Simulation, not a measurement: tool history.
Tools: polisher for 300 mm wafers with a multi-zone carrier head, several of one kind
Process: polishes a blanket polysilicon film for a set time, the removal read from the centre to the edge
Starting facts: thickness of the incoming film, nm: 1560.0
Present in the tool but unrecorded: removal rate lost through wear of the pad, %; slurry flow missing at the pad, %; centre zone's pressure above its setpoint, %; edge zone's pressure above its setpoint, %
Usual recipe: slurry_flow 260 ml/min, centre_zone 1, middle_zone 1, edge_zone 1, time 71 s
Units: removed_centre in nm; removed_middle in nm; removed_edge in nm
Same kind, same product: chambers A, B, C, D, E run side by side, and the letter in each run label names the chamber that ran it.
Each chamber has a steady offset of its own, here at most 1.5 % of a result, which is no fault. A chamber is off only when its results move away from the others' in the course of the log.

run	hour	slurry_flow	centre_zone	middle_zone	edge_zone	time	wafers polished on this pad	hours since the slurry nozzle was cleaned	hours since the centre zone pressure was calibrated	hours since the edge zone pressure was calibrated	removed_centre	removed_middle	removed_edge
# hour 6.5: chamber A: worn pad replaced by a new one
1D	8.5	260	1	1	1	71	545	301.9	437.3	251.9	385.17	385.63	388.62
2E	23.3	260	1	1	1	71	918	309.1	306.4	297.9	394.42	379.85	388.82
# hour 25.7: chamber E: worn pad replaced by a new one
3A	33.7	260	1	1	1	71	306	234.1	344.1	237.1	394.48	385.48	396.22
# hour 37.1: chamber D: worn pad replaced by a new one
4C	47.9	260	1	1	1	71	946	478.4	886.8	686.1	386.29	386.33	387.97
# hour 55.9: chamber B: worn pad replaced by a new one
5B	58.2	260	1	1	1	71	26	305.4	102.8	269.5	389.87	380.85	382.84
# hour 60: chamber C: worn pad replaced by a new one
6A	73.3	260	1	1	1	71	751	273.7	383.7	276.7	387.6	388.05	389.62
7B	85.3	260	1	1	1	71	331	332.5	129.9	296.6	392.06	386.42	374.25
# hour 86.1: chamber A: worn pad replaced by a new one
# hour 90: chamber C: slurry nozzle cleaned
# hour 91.5: chamber A: slurry nozzle cleaned
8C	95.1	260	1	1	1	71	394	5.2	934	733.3	386.78	385.99	396.29
9E	102.9	260	1.06	0.93	1	71	868	388.7	386	377.5	420.17	364.26	387.36
# hour 104.7: chamber E: worn pad replaced by a new one
10D	109.8	260	1.06	0.93	1	71	818	403.2	538.6	353.2	415.52	362.41	379.5
# hour 114.9: chamber D: worn pad replaced by a new one
11D	124.2	260	1.06	0.93	1	71	105	417.6	553	367.6	407.72	366.62	392.31
# hour 130.2: chamber B: worn pad replaced by a new one
12B	135.8	260	1.06	0.93	1	71	64	383	180.4	347.1	415.26	361.85	376.56
13E	145	260	1.06	0.93	1	71	453	430.8	428.1	419.6	414.89	357.25	386.45
14A	156.4	260	1	1	1	71	791	65	466.8	359.8	390.12	384.46	387.86
# hour 164.7: chamber C: worn pad replaced by a new one
15C	168	260	1	1	1	71	37	78.1	1006.9	806.2	390.66	389.26	379.38
# hour 172.5: chamber A: worn pad replaced by a new one
# hour 180.1: chamber E: worn pad replaced by a new one
16E	181.2	260	1	1	1	71	12	467	464.3	455.8	396.6	386.19	387.16
# hour 185.2: chamber E: slurry nozzle cleaned
# hour 187.9: chamber D: worn pad replaced by a new one
17B	190.5	260	1	1	1	71	679	437.7	235.1	401.8	389.32	385.4	384.97
18C	199.8	260	1	1	1	71	395	109.9	1038.7	838	384.87	388.29	383.8
# hour 205.7: chamber B: worn pad replaced by a new one
19A	212.5	300	1	1	1.06	71	450	121.1	522.9	415.9	394.79	394.88	399.27
20D	225.4	300	1	1	1.06	71	422	518.8	654.2	468.8	397.61	397.9	401.33
21A	240.9	300	1	1	1.06	71	770	149.5	551.3	444.3	392.19	390.44	400.53
# hour 244.9: chamber A: worn pad replaced by a new one
22B	249	300	1	1	1.06	71	487	496.2	293.6	460.3	400.78	402.15	407.86
# hour 262.9: chamber B: slurry nozzle cleaned
23D	263.9	300	1	1	1.06	71	855	557.3	692.7	507.3	385.42	390.79	404.29
# hour 269.3: chamber E: worn pad replaced by a new one
# hour 270.8: chamber C: worn pad replaced by a new one
# hour 271: chamber D: worn pad replaced by a new one
# hour 273.1: chamber E: centre zone pressure recalibrated
24C	275.9	260	1	1	1	71	57	186	1114.8	914.1	386.15	393.27	391.08
25E	289.2	260	1	1	1	71	224	104	16.1	563.8	388.02	387.61	377.36
# hour 293.9: chamber B: worn pad replaced by a new one
26A	300.8	260	1	1	1	71	629	209.4	611.2	504.2	390.51	388.3	387.55
27B	311.9	260	1	1	1	71	203	49.1	356.5	523.2	392.63	389.41	385.56
28C	326	260	1	1	1	71	621	236.1	1164.9	964.2	395.57	387	386.31
# hour 334: chamber A: worn pad replaced by a new one
29E	335	260	1	1	1	71	739	149.8	61.9	609.6	394.19	384.04	393.28
30D	346.6	260	1	1	1	71	851	640	775.4	590	382.55	385.5	391.44
# hour 352: chamber E: worn pad replaced by a new one
# hour 356.4: chamber D: worn pad replaced by a new one
# hour 361.1: chamber A: slurry nozzle cleaned
31C	362	260	1	1	1	71	1025	272.1	1200.9	1000.2	379.12	391.8	386.35
32A	370.8	260	1	1	1	71	414	9.7	681.2	574.2	392.25	385.84	388.58
# hour 374.6: chamber B: worn pad replaced by a new one
33E	379.6	260	1	0.91	1	71	310	194.4	106.5	654.2	393.67	356.1	380.59
34B	387.5	260	1	0.91	1	71	145	124.7	432.1	598.8	395.41	355.11	383.76
35D	397.1	260	1	0.91	1	71	458	690.5	825.9	640.5	387.48	356.48	385.1

Decide between three cases: one chamber stands off from its peers, the gauge reading all wafers drifts, or nothing is wrong past each chamber's small offset. Where a chamber is off, say which and what most likely put it there.

Beyond each chamber's small constant offset nothing stands out, and the gauge stays steady.
